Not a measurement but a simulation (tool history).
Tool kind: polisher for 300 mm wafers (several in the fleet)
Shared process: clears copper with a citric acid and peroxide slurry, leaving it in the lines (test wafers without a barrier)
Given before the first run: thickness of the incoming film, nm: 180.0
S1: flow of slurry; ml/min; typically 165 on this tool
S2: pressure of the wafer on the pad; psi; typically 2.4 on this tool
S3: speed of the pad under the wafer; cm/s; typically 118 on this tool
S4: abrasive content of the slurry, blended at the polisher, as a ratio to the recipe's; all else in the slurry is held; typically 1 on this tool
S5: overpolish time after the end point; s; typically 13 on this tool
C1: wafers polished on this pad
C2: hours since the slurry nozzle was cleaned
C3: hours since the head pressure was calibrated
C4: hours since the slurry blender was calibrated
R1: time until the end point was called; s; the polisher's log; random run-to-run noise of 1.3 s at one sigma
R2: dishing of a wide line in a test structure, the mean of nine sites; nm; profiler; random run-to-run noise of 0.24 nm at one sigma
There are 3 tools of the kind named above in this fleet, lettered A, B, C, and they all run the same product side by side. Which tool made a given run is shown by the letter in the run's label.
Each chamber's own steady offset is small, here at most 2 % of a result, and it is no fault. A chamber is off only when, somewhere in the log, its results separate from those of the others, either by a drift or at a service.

Run 1C, hour 10.6: usual settings; C1 496; C2 325.4; C3 24.7; C4 192.6. Result: R1 90.773 s, R2 19.339 nm.
Run 2B, hour 16.8: usual settings; C1 216; C2 410.1; C3 36.3; C4 99. Result: R1 90.51 s, R2 19.938 nm.
At hour 20.2: chamber A: slurry blender recalibrated.
At hour 20.9: chamber B: slurry blender recalibrated.
Run 3A, hour 28.4: usual settings; C1 359; C2 214.9; C3 513.2; C4 8.2. Result: R1 94.153 s, R2 19.002 nm.
Run 4A, hour 35.4: usual settings; C1 416; C2 221.9; C3 520.2; C4 15.2. Result: R1 92.311 s, R2 19.018 nm.
At hour 42.4: chamber A: slurry nozzle cleaned.
At hour 45.3: chamber C: slurry nozzle cleaned.
Run 5B, hour 48.1: usual settings; C1 471; C2 441.4; C3 67.6; C4 27.2. Result: R1 88.925 s, R2 19.723 nm.
Run 6C, hour 58.4: usual settings; C1 886; C2 13.1; C3 72.5; C4 240.4. Result: R1 90.758 s, R2 19.694 nm.
At hour 59.3: chamber B: worn pad replaced by a new one.
Run 7B, hour 64.6: usual settings; C1 43; C2 457.9; C3 84.1; C4 43.7. Result: R1 91.409 s, R2 19.688 nm.
At hour 72.6: chamber C: slurry blender recalibrated.
Run 8C, hour 76.8: usual settings; C1 1036; C2 31.5; C3 90.9; C4 4.3. Result: R1 90.797 s, R2 19.859 nm.
Run 9A, hour 88.9: usual settings; C1 852; C2 46.5; C3 573.7; C4 68.7. Result: R1 90.998 s, R2 19.422 nm.
Run 10C, hour 100.8: usual settings; C1 1232; C2 55.5; C3 114.9; C4 28.3. Result: R1 89.345 s, R2 19.918 nm.
At hour 111.5: chamber C: worn pad replaced by a new one.
At hour 111.9: chamber B: slurry nozzle cleaned.
Run 11A, hour 112.3: usual settings; C1 1043; C2 69.9; C3 597.1; C4 92.1. Result: R1 92.211 s, R2 18.885 nm.
At hour 117.9: chamber B: slurry blender recalibrated.
Run 12B, hour 118.4: usual settings; C1 482; C2 6.5; C3 137.9; C4 0.5. Result: R1 93.024 s, R2 19.878 nm.
Run 13A, hour 126.6: usual settings; C1 1159; C2 84.2; C3 611.4; C4 106.4. Result: R1 94.458 s, R2 19.15 nm.
At hour 129.5: chamber B: worn pad replaced by a new one.
Run 14B, hour 139.7: usual settings; C1 83; C2 27.8; C3 159.2; C4 21.8. Result: R1 92.939 s, R2 19.751 nm.
At hour 141.9: chamber A: slurry blender recalibrated.
Run 15C, hour 148.7: usual settings; C1 303; C2 103.4; C3 162.8; C4 76.2. Result: R1 91.505 s, R2 19.393 nm.
Run 16B, hour 157.1: usual settings but S2 1.7 psi, S5 10 s; C1 225; C2 45.2; C3 176.6; C4 39.2. Result: R1 127.61 s, R2 11.044 nm.
Run 17A, hour 163.4: usual settings but S2 1.7 psi, S5 10 s; C1 1459; C2 121; C3 648.2; C4 21.6. Result: R1 134.2 s, R2 10.196 nm.
Run 18C, hour 172.6: usual settings but S2 1.7 psi, S5 10 s; C1 498; C2 127.3; C3 186.7; C4 100.1. Result: R1 126.74 s, R2 11.099 nm.
Run 19B, hour 181: usual settings but S4 0.75, S5 18 s; C1 420; C2 69.1; C3 200.5; C4 63.1. Result: R1 96.386 s, R2 24.952 nm.
Run 20C, hour 188.5: usual settings but S4 0.75, S5 18 s; C1 627; C2 143.2; C3 202.6; C4 116. Result: R1 98.869 s, R2 24.599 nm.
At hour 199.3: chamber B: worn pad replaced by a new one.
Run 21A, hour 199.6: usual settings but S4 0.75, S5 18 s; C1 1755; C2 157.2; C3 684.4; C4 57.8. Result: R1 106.96 s, R2 22.696 nm.
Run 22B, hour 205.9: usual settings; C1 53; C2 94; C3 225.4; C4 88. Result: R1 90.841 s, R2 20.024 nm.
At hour 206.6: chamber A: head pressure recalibrated.
Run 23A, hour 213.5: usual settings; C1 1868; C2 171.1; C3 6.9; C4 71.7. Result: R1 97.956 s, R2 17.626 nm.
Run 24C, hour 222.4: usual settings but S1 140 ml/min, S2 1.8 psi; C1 904; C2 177.1; C3 236.5; C4 149.9. Result: R1 121.95 s, R2 14.437 nm.
At hour 223: chamber B: slurry blender recalibrated.
Run 25C, hour 232.2: usual settings but S1 140 ml/min, S2 1.8 psi; C1 984; C2 186.9; C3 246.3; C4 159.7. Result: R1 124.39 s, R2 14.518 nm.
Run 26B, hour 242.5: usual settings but S1 140 ml/min, S2 1.8 psi; C1 352; C2 130.6; C3 262; C4 19.5. Result: R1 123.47 s, R2 14.942 nm.

For the next run the whole fleet of 3 chambers uses the same settings. Give each chamber's results:
Run 27A, hour 251.8: usual settings. Result: R1 ?, R2 ?.
Run 27B, hour 251.8: usual settings. Result: R1 ?, R2 ?.
Run 27C, hour 251.8: usual settings. Result: R1 ?, R2 ?.

run      R1      R2
27A  104.72  17.014
27B  90.248  19.853
27C  88.536  19.606
